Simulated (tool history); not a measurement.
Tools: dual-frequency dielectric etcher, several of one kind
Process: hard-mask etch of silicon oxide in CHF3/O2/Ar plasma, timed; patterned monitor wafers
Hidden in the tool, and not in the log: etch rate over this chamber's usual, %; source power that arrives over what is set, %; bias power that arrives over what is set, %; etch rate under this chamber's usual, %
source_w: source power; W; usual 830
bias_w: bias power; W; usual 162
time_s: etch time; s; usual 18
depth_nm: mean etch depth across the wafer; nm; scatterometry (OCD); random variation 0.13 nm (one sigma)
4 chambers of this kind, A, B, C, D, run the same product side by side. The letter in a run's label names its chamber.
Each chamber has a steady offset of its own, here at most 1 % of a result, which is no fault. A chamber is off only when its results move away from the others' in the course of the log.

run   hour  source_w  bias_w  time_s  hours since the last wet clean  hours since the last source power generator calibration  hours since the last bias power generator calibration  read-back reference wafer on the same gauge, depth_nm  depth_nm
 1C    4.2       830     162      18                             8.6                                                   1409.2                                                 2582.8                                                 31.412    39.068
 2B    6.1       830     162      18                           191.3                                                    403.3                                                   1726                                                 31.376    39.032
 3A      9       830     162      18                           195.5                                                     1466                                                 1220.8                                                   31.4    39.366
 4D   12.4       830     162      18                           294.1                                                   1370.3                                                  974.3                                                 31.401    39.394
 5C   16.2       830     162      18                            20.6                                                   1421.2                                                 2594.8                                                 31.399    39.007
 6D     20       830     162      18                           301.7                                                   1377.9                                                  981.9                                                   31.4     39.25
 7A   23.3       830     162      18                           209.8                                                   1480.3                                                 1235.1                                                 31.382    38.945
 8B   25.4       830     162      18                           210.6                                                    422.6                                                 1745.3                                                 31.419    38.984
 9B   27.6       830     162      20                           212.8                                                    424.8                                                 1747.5                                                 31.421    43.069
10A   29.6       830     162      20                           216.1                                                   1486.6                                                 1241.4                                                 31.367    43.464
11C   31.6       830     162      20                              36                                                   1436.6                                                 2610.2                                                 31.378    43.429
12D   33.7       830     162      20                           315.4                                                   1391.6                                                  995.6                                                 31.379    43.446
13B   36.9       830     162      18                           222.1                                                    434.1                                                 1756.8                                                   31.4    39.123
14A   38.9       830     162      18                           225.4                                                   1495.9                                                 1250.7                                                  31.39    39.143
15D   42.1       830     162      18                           323.8                                                     1400                                                   1004                                                   31.4    39.062
16C   46.3       830     162      18                            50.7                                                   1451.3                                                 2624.9                                                 31.398    38.983
17D   50.2       830     162      18                           331.9                                                   1408.1                                                 1012.1                                                 31.401    38.859
18C   54.3       830     162      18                            58.7                                                   1459.3                                                 2632.9                                                 31.396     39.15
19B   56.6       830     162      18                           241.8                                                    453.8                                                 1776.5                                                  31.39    38.866
20A   60.6       830     162      18                           247.1                                                   1517.6                                                 1272.4                                                 31.407    39.065
21A   63.4       830     162      18                           249.9                                                   1520.4                                                 1275.2                                                 31.413     39.33
22D   66.5       830     162      18                           348.2                                                   1424.4                                                 1028.4                                                 31.404    38.674
23B   69.1       660     162      13                           254.3                                                    466.3                                                   1789                                                 31.411    25.758
24C   71.8       660     162      13                            76.2                                                   1476.8                                                 2650.4                                                 31.391    25.825
25B   75.5       660     162      13                           260.7                                                    472.7                                                 1795.4                                                 31.394    25.679
26A   77.7       660     162      13                           264.2                                                   1534.7                                                 1289.5                                                 31.409    25.918
27C     82       830     162      18                            86.4                                                     1487                                                 2660.6                                                   31.4    39.135
28D   85.4       830     162      18                           367.1                                                   1443.3                                                 1047.3                                                 31.392    38.502
29D   87.4       830     162      18                           369.1                                                   1445.3                                                 1049.3                                                 31.399    38.607
30C   89.3       830     162      18                            93.7                                                   1494.3                                                 2667.9                                                 31.383    39.296
31B   91.2       830     162      18                           276.4                                                    488.4                                                 1811.1                                                 31.379    38.968
32A   93.3       830     162      18                           279.8                                                   1550.3                                                 1305.1                                                 31.415    39.255
33B   96.1       830     162      18                           281.3                                                    493.3                                                   1816                                                 31.406    38.929
34A   99.2       830     162      18                           285.7                                                   1556.2                                                   1311                                                 31.407    39.119
35D  103.3       830     162      18                             385                                                   1461.2                                                 1065.2                                                   31.4    38.395
36C    107       830     162      18                           111.4                                                     1512                                                 2685.6                                                 31.393    39.016
37C  109.4       830     162      18                           113.8                                                   1514.4                                                   2688                                                 31.401    39.423
38B  111.2       830     162      18                           296.4                                                    508.4                                                 1831.1                                                 31.413    39.298
39A  113.1       830     162      18                           299.6                                                   1570.1                                                 1324.9                                                  31.37    39.202
40D  117.2       830     162      18                           398.9                                                   1475.1                                                 1079.1                                                  31.43    38.348
41D  121.3       830     162      18                             403                                                   1479.2                                                 1083.2                                                 31.406     38.14
42C  125.4       830     184      22                           129.8                                                   1530.4                                                   2704                                                  31.43    49.897

What goes on in this fleet: one chamber off, a drifting gauge, or nothing beyond the chambers' own small offsets? Name the chamber and the cause, if any.

Chamber D drifts away from the others.
Cause: etch rate under this chamber's usual, % = 3.03.

Here are 4 candidates for chamber D's next run, each the usual settings with a change, their results left as question marks. Which one brings its results back in line with what the others give on the usual settings?
In line means no further than this from the other chambers' mean on the usual settings: depth_nm 0.47 nm
43D-1  128.5       830     159      18                                                                                                                                                                                                                ?
43D-2  128.5       840     162      18                                                                                                                                                                                                                ?
43D-3  128.5       830     162    17.5                                                                                                                                                                                                                ?
43D-4  128.5       830     163    18.5                                                                                                                                                                                                                ?

The other chambers' mean on the usual settings: depth_nm 39.06 nm
  run  depth_nm
43D-1    37.742
43D-2    38.148
43D-3    36.917
43D-4    39.105
43D-4 brings the chamber back in line.

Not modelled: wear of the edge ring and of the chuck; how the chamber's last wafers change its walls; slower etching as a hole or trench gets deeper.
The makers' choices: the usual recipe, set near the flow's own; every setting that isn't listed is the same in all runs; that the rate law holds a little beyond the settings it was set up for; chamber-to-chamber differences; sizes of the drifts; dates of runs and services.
